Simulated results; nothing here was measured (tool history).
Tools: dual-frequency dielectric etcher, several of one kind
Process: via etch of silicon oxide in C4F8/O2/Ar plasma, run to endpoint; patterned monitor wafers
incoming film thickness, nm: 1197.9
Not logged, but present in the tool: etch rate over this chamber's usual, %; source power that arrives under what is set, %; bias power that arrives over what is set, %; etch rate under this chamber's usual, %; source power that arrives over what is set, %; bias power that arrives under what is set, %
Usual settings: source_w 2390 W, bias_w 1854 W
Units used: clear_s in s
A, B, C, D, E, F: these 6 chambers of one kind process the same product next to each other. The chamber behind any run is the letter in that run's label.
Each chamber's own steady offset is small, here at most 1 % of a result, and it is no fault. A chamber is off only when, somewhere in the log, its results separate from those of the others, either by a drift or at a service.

run     day  source_w  bias_w  hours since the last wet clean  hours since the last source power generator calibration  hours since the last bias power generator calibration  clear_s
 1A   0.358      2390    1854                           666.3                                                    676.4                                                 1529.6   224.30
 2B   0.650      2390    1854                           338.8                                                    219.9                                                 1347.3   224.91
 3E   1.042      2390    1854                           552.8                                                    566.1                                                 2501.2   225.11
      1.467  -- chamber E: wet clean of the chamber
 4D   1.483      2390    1854                           530.9                                                    469.7                                                  686.4   222.51
 5C   1.812      2020    1703                            98.5                                                   2290.9                                                 3244.6   244.67
      1.983  -- chamber A: wet clean of the chamber
 6F   2.242      2020    1703                           265.8                                                    320.3                                                  848.8   245.10
 7B   2.792      2020    1703                           390.2                                                    271.3                                                 1398.7   246.11
 8F   3.175      2020    1703                           288.2                                                    342.7                                                  871.2   247.78
 9C   3.708      2020    1703                           144.0                                                   2336.4                                                 3290.1   245.16
10D   4.125      2020    1703                           594.3                                                    533.1                                                  749.8   246.54
11E   4.450      2620    1569                            71.6                                                    647.9                                                 2583.0   225.53
12A   4.729      2620    1569                            66.0                                                    781.3                                                 1634.5   225.43
      4.762  -- chamber D: wet clean of the chamber
13D   5.254      2620    1569                            11.9                                                    560.2                                                  776.9   226.13
14A   5.704      2620    1569                            89.4                                                    804.7                                                 1657.9   226.39
15C   6.208      2620    1569                           204.0                                                   2396.4                                                 3350.1   226.41
16E   6.471      2620    1569                           120.1                                                    696.4                                                 2631.5   225.73
17F   6.792      2840    1706                           375.0                                                    429.5                                                  958.0   214.74
18B   7.150      2840    1706                           494.8                                                    375.9                                                 1503.3   214.58
19D   7.712      2840    1706                            70.9                                                    619.2                                                  835.9   212.28
20B   7.979      2840    1706                           514.7                                                    395.8                                                 1523.2   213.85
21E   8.267      2840    1706                           163.2                                                    739.5                                                 2674.6   215.67
22C   8.746      2840    1706                           264.9                                                   2457.3                                                 3411.0   213.00
      9.100  -- chamber F: wet clean of the chamber
23A   9.200      2390    1854                           173.3                                                    888.6                                                 1741.8   224.90
      9.433  -- chamber B: wet clean of the chamber
24F   9.650      2970    1854                            13.3                                                    498.1                                                 1026.6   206.50
25D  10.117      2970    1854                           128.6                                                    676.9                                                  893.6   204.63
26B  10.596      2970    1854                            28.0                                                    458.6                                                 1586.0   214.44
     10.629  -- chamber C: wet clean of the chamber
27C  11.058      2970    1854                            10.3                                                   2512.8                                                 3466.5   205.43
28A  11.429      2970    1854                           226.8                                                    942.1                                                 1795.3   206.27
29E  11.700      2970    1854                           245.6                                                    821.9                                                 2757.0   205.77
30F  12.212      2390    1854                            74.8                                                    559.6                                                 1088.1   224.79
31F  12.738      2390    1854                            87.4                                                    572.2                                                 1100.7   225.58
32B  13.125      2390    1854                            88.7                                                    519.3                                                 1646.7   234.61
33D  13.488      2080    1645                           209.5                                                    757.8                                                  974.5   245.60
34C  13.983      2080    1645                            80.5                                                   2583.0                                                 3536.7   243.87
35E  14.483      2080    1645                           312.4                                                    888.7                                                 2823.8   244.83
36A  14.779      2080    1645                           307.2                                                   1022.5                                                 1875.7   243.40
37A  15.050      2080    1645                           313.7                                                   1029.0                                                 1882.2   245.41

The same settings go to every chamber for the next run, one line per chamber below. Forecast the results for each:
38A  15.454      2970    1854                                                                                                                                                        ?
38B  15.454      2970    1854                                                                                                                                                        ?
38C  15.454      2970    1854                                                                                                                                                        ?
38D  15.454      2970    1854                                                                                                                                                        ?
38E  15.454      2970    1854                                                                                                                                                        ?
38F  15.454      2970    1854                                                                                                                                                        ?

run  clear_s
38A   205.41
38B   215.46
38C   204.04
38D   204.98
38E   205.92
38F   205.10

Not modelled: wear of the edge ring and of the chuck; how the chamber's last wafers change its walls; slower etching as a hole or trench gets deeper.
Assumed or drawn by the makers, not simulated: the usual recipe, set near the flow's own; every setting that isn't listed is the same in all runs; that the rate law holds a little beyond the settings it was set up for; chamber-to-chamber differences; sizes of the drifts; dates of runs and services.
